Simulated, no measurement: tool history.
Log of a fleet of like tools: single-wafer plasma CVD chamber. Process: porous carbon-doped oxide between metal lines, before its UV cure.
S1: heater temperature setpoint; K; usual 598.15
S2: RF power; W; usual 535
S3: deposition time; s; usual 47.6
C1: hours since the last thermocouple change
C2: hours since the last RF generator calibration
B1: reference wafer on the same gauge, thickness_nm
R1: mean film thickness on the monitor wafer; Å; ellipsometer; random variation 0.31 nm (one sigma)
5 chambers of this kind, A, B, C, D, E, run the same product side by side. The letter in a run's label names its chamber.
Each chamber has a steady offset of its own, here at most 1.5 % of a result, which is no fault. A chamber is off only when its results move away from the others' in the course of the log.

-- hour=0.4 chamber B: thermocouple changed; heater temperature recalibrated
run 1A hour=12.7 | S1=598.15 S2=535 S3=47.6 | C1=74.4 C2=439.9 | B1=240.12 | R1=2350.5
run 2C hour=19.7 | S1=598.15 S2=535 S3=47.6 | C1=1053.3 C2=635.2 | B1=240.11 | R1=2354.9
run 3E hour=27.9 | S1=598.15 S2=535 S3=47.6 | C1=2065.3 C2=303.5 | B1=240.07 | R1=2312.7
run 4B hour=33.9 | S1=598.15 S2=535 S3=47.6 | C1=33.6 C2=1918.1 | B1=240.06 | R1=2348.7
run 5D hour=45.1 | S1=598.15 S2=535 S3=47.6 | C1=633.9 C2=433.8 | B1=240.13 | R1=2335.3
run 6A hour=51.7 | S1=598.15 S2=535 S3=47.6 | C1=113.4 C2=478.9 | B1=240.24 | R1=2354.1
run 7D hour=63.3 | S1=598.15 S2=535 S3=47.6 | C1=652.1 C2=452 | B1=240.26 | R1=2341.7
run 8B hour=72.7 | S1=598.15 S2=535 S3=47.6 | C1=72.4 C2=1956.9 | B1=240.34 | R1=2355.5
run 9C hour=81.6 | S1=598.15 S2=535 S3=47.6 | C1=1115.2 C2=697.1 | B1=240.37 | R1=2361.2
-- hour=84.6 chamber C: thermocouple changed; heater temperature recalibrated
run 10E hour=90.1 | S1=598.15 S2=535 S3=47.6 | C1=2127.5 C2=365.7 | B1=240.31 | R1=2319.6
run 11A hour=97 | S1=598.15 S2=535 S3=47.6 | C1=158.7 C2=524.2 | B1=240.34 | R1=2348.8
run 12C hour=103.5 | S1=598.15 S2=535 S3=47.6 | C1=18.9 C2=719 | B1=240.43 | R1=2361.6
run 13B hour=110.3 | S1=598.15 S2=535 S3=47.6 | C1=110 C2=1994.5 | B1=240.44 | R1=2356.4
run 14D hour=118.8 | S1=598.15 S2=535 S3=47.6 | C1=707.6 C2=507.5 | B1=240.46 | R1=2337.9
run 15E hour=129.5 | S1=598.15 S2=535 S3=47.6 | C1=2166.9 C2=405.1 | B1=240.48 | R1=2317.2
run 16D hour=136.4 | S1=598.15 S2=535 S3=47.6 | C1=725.2 C2=525.1 | B1=240.57 | R1=2343.7
run 17A hour=146.2 | S1=598.15 S2=535 S3=51.4 | C1=207.9 C2=573.4 | B1=240.57 | R1=2536
run 18C hour=157.2 | S1=598.15 S2=535 S3=51.4 | C1=72.6 C2=772.7 | B1=240.59 | R1=2547.1
run 19E hour=167.4 | S1=598.15 S2=535 S3=51.4 | C1=2204.8 C2=443 | B1=240.59 | R1=2500
run 20B hour=176.2 | S1=598.15 S2=535 S3=51.4 | C1=175.9 C2=2060.4 | B1=240.66 | R1=2540.6
run 21B hour=185.4 | S1=598.15 S2=535 S3=51.4 | C1=185.1 C2=2069.6 | B1=240.65 | R1=2536.6
-- hour=194.6 chamber E: thermocouple changed; heater temperature recalibrated
run 22A hour=196.7 | S1=598.15 S2=535 S3=47.6 | C1=258.4 C2=623.9 | B1=240.72 | R1=2354.4
run 23D hour=206.6 | S1=598.15 S2=535 S3=47.6 | C1=795.4 C2=595.3 | B1=240.77 | R1=2343.1
run 24E hour=214.7 | S1=598.15 S2=535 S3=47.6 | C1=20.2 C2=490.3 | B1=240.8 | R1=2329.9
run 25C hour=228.1 | S1=598.15 S2=535 S3=47.6 | C1=143.5 C2=843.6 | B1=240.79 | R1=2369.2
run 26B hour=239.8 | S1=598.15 S2=580 S3=50.6 | C1=239.5 C2=2124 | B1=240.86 | R1=2640
run 27D hour=253.7 | S1=598.15 S2=580 S3=50.6 | C1=842.5 C2=642.4 | B1=240.86 | R1=2623.4
run 28C hour=262.5 | S1=598.15 S2=580 S3=50.6 | C1=177.9 C2=878 | B1=240.91 | R1=2650.9
run 29E hour=273.3 | S1=598.15 S2=580 S3=50.6 | C1=78.8 C2=548.9 | B1=240.96 | R1=2605.8
run 30A hour=281 | S1=598.15 S2=580 S3=50.6 | C1=342.7 C2=708.2 | B1=241.11 | R1=2632.8
run 31C hour=287.5 | S1=598.15 S2=535 S3=47.6 | C1=202.9 C2=903 | B1=241.08 | R1=2370.9
run 32A hour=298.6 | S1=598.15 S2=535 S3=47.6 | C1=360.3 C2=725.8 | B1=241.22 | R1=2360.6
run 33E hour=309.3 | S1=598.15 S2=535 S3=47.6 | C1=114.8 C2=584.9 | B1=241.22 | R1=2327.3
run 34D hour=316.2 | S1=598.15 S2=535 S3=47.6 | C1=905 C2=704.9 | B1=241.27 | R1=2346.5
run 35B hour=323.1 | S1=598.15 S2=535 S3=47.6 | C1=322.8 C2=2207.3 | B1=241.13 | R1=2365.6
run 36C hour=333.4 | S1=598.15 S2=535 S3=47.6 | C1=248.8 C2=948.9 | B1=241.19 | R1=2372.3
run 37E hour=345.4 | S1=598.15 S2=535 S3=47.6 | C1=150.9 C2=621 | B1=241.21 | R1=2323.9

Is one chamber off against the others, does the gauge drift, or is nothing wrong? If a chamber is off, say which, and what the likeliest cause is.

The gauge drifts, so all chambers seem to drift together. No chamber is off.
Cause: gauge reads high (%) = 0.549.
